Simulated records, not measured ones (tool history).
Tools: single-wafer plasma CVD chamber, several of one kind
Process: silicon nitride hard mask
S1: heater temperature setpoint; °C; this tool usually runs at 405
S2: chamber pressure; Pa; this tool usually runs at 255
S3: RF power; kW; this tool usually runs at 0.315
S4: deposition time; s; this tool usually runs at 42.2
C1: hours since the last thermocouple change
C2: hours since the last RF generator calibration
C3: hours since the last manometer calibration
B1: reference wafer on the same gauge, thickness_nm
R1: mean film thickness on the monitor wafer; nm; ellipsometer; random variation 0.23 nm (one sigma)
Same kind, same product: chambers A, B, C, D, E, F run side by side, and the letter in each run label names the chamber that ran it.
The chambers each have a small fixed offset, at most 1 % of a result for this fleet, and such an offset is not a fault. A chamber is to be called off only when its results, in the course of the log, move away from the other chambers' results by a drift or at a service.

| run | hour | S1 | S2 | S3 | S4 | C1 | C2 | C3 | B1 | R1 |
|---|---|---|---|---|---|---|---|---|---|---|
| 1B | 8.5 | 405 | 255 | 0.315 | 42.2 | 1339 | 593.6 | 231.8 | 44.199 | 52.42 |
| 2F | 21.5 | 405 | 255 | 0.315 | 42.2 | 1872.4 | 575.9 | 1131.2 | 44.268 | 52.615 |
| 3D | 29.6 | 405 | 255 | 0.315 | 42.2 | 317.9 | 642 | 1131.9 | 44.195 | 52.674 |
| 4A | 40.1 | 405 | 255 | 0.315 | 42.2 | 798.1 | 1007.3 | 1492.6 | 44.202 | 52.418 |
| 5E | 51.8 | 405 | 255 | 0.315 | 42.2 | 686.1 | 266.7 | 556.9 | 44.203 | 52.993 |
| 6C | 64.4 | 405 | 255 | 0.315 | 38.6 | 490.7 | 64.7 | 1426.1 | 44.227 | 47.879 |
| 7B | 74.5 | 405 | 255 | 0.315 | 38.6 | 1405 | 659.6 | 297.8 | 44.184 | 48.422 |
| 8C | 82.8 | 405 | 255 | 0.315 | 38.6 | 509.1 | 83.1 | 1444.5 | 44.162 | 47.859 |
| 9E | 89.2 | 405 | 255 | 0.315 | 38.6 | 723.5 | 304.1 | 594.3 | 44.211 | 48.078 |
| 10A | 102.9 | 405 | 255 | 0.315 | 38.6 | 860.9 | 1070.1 | 1555.4 | 44.199 | 48.368 |
| 11F | 116.1 | 405 | 255 | 0.315 | 38.6 | 1967 | 670.5 | 1225.8 | 44.229 | 47.881 |
| 12D | 128 | 405 | 255 | 0.315 | 42.2 | 416.3 | 740.4 | 1230.3 | 44.215 | 52.793 |
| 13F | 141.8 | 405 | 255 | 0.315 | 42.2 | 1992.7 | 696.2 | 1251.5 | 44.201 | 52.809 |
| 14C | 155.4 | 405 | 255 | 0.28 | 42.2 | 581.7 | 155.7 | 1517.1 | 44.166 | 48.397 |
| 15D | 162.3 | 405 | 255 | 0.28 | 42.2 | 450.6 | 774.7 | 1264.6 | 44.193 | 48.881 |
| 16B | 173.7 | 405 | 255 | 0.28 | 42.2 | 1504.2 | 758.8 | 397 | 44.205 | 48.593 |
| 17E | 187.3 | 405 | 255 | 0.28 | 42.2 | 821.6 | 402.2 | 692.4 | 44.16 | 49.018 |
| 18A | 197.5 | 405 | 255 | 0.28 | 42.2 | 955.5 | 1164.7 | 1650 | 44.233 | 48.581 |
| 19B | 207.8 | 405 | 255 | 0.28 | 42.2 | 1538.3 | 792.9 | 431.1 | 44.224 | 48.137 |
| 20C | 221.2 | 405 | 255 | 0.315 | 42.2 | 647.5 | 221.5 | 1582.9 | 44.164 | 52.361 |
| 21F | 233.6 | 405 | 255 | 0.315 | 39.7 | 2084.5 | 788 | 1343.3 | 44.177 | 49.529 |
| 22A | 245.5 | 405 | 255 | 0.315 | 39.7 | 1003.5 | 1212.7 | 1698 | 44.184 | 49.328 |
| 23D | 258.1 | 405 | 255 | 0.315 | 39.7 | 546.4 | 870.5 | 1360.4 | 44.169 | 50.041 |
| 24E | 265.9 | 405 | 255 | 0.315 | 39.7 | 900.2 | 480.8 | 771 | 44.16 | 49.565 |
| 25A | 279.8 | 405 | 255 | 0.315 | 39.7 | 1037.8 | 1247 | 1732.3 | 44.232 | 49.18 |
| 26E | 288.8 | 405 | 255 | 0.315 | 39.7 | 923.1 | 503.7 | 793.9 | 44.199 | 49.796 |
| 27B | 297.2 | 405 | 255 | 0.315 | 42.2 | 1627.7 | 882.3 | 520.5 | 44.189 | 51.629 |
| 28C | 304.9 | 405 | 255 | 0.315 | 42.2 | 731.2 | 305.2 | 1666.6 | 44.142 | 51.928 |
| 29D | 313.3 | 405 | 255 | 0.315 | 42.2 | 601.6 | 925.7 | 1415.6 | 44.186 | 53.013 |
| 30F | 321.5 | 405 | 255 | 0.315 | 42.2 | 2172.4 | 875.9 | 1431.2 | 44.19 | 52.13 |
| 31D | 332 | 405 | 255 | 0.315 | 42.2 | 620.3 | 944.4 | 1434.3 | 44.213 | 52.687 |
| 32A | 343.9 | 405 | 255 | 0.315 | 42.2 | 1101.9 | 1311.1 | 1796.4 | 44.202 | 52.553 |
| 33C | 355.2 | 393 | 255 | 0.315 | 42.2 | 781.5 | 355.5 | 1716.9 | 44.245 | 52.785 |
| 34E | 368.2 | 393 | 255 | 0.315 | 42.2 | 1002.5 | 583.1 | 873.3 | 44.183 | 53.262 |
| 35B | 382.2 | 393 | 255 | 0.315 | 42.2 | 1712.7 | 967.3 | 605.5 | 44.208 | 51.323 |
| 36F | 392.4 | 393 | 255 | 0.315 | 42.2 | 2243.3 | 946.8 | 1502.1 | 44.221 | 52.991 |
| 37D | 400.5 | 393 | 255 | 0.315 | 42.2 | 688.8 | 1012.9 | 1502.8 | 44.175 | 53.185 |
| 38C | 406.7 | 393 | 255 | 0.315 | 42.2 | 833 | 407 | 1768.4 | 44.192 | 52.63 |
| 39E | 417.9 | 405 | 255 | 0.315 | 42.2 | 1052.2 | 632.8 | 923 | 44.18 | 52.571 |
|  | 423.7 | chamber B: thermocouple changed; heater temperature recalibrated |
| 40F | 429.8 | 405 | 255 | 0.315 | 42.2 | 2280.7 | 984.2 | 1539.5 | 44.147 | 52.509 |
| 41A | 441.4 | 405 | 255 | 0.315 | 42.2 | 1199.4 | 1408.6 | 1893.9 | 44.232 | 52.125 |
| 42B | 451 | 405 | 255 | 0.315 | 42.2 | 27.3 | 1036.1 | 674.3 | 44.233 | 50.882 |
| 43E | 463.8 | 405 | 255 | 0.315 | 42.2 | 1098.1 | 678.7 | 968.9 | 44.183 | 53.087 |
| 44A | 473.9 | 405 | 255 | 0.315 | 42.2 | 1231.9 | 1441.1 | 1926.4 | 44.236 | 52.65 |

Is one chamber off against the others, does the gauge drift, or is nothing wrong? If a chamber is off, say which, and what the likeliest cause is.

One chamber, B, drifts off from the rest bit by bit.
Most likely cause: delivered RF power below the setpoint (%) = 6.1.

Which of the 4 candidates below, each the usual settings with something changed and its results left as question marks, puts chamber B back in line with what the other chambers give on the usual settings?
A result is in line if it is within this distance of the other chambers' mean on the usual settings: R1 0.82 nm
| 45B-1 | 484 | 405 | 253 | 0.315 | 41.8 |  |  |  |  | ? |
| 45B-2 | 484 | 405 | 252 | 0.31 | 41.1 |  |  |  |  | ? |
| 45B-3 | 484 | 405 | 255 | 0.335 | 42.2 |  |  |  |  | ? |
| 45B-4 | 484 | 405 | 255 | 0.315 | 42.8 |  |  |  |  | ? |

Other chambers, usual settings, mean: R1 52.615 nm
| run | R1 |
|---|---|
| 45B-1 | 49.82 |
| 45B-2 | 48.398 |
| 45B-3 | 52.422 |
| 45B-4 | 51.085 |
45B-3 brings the chamber back in line.
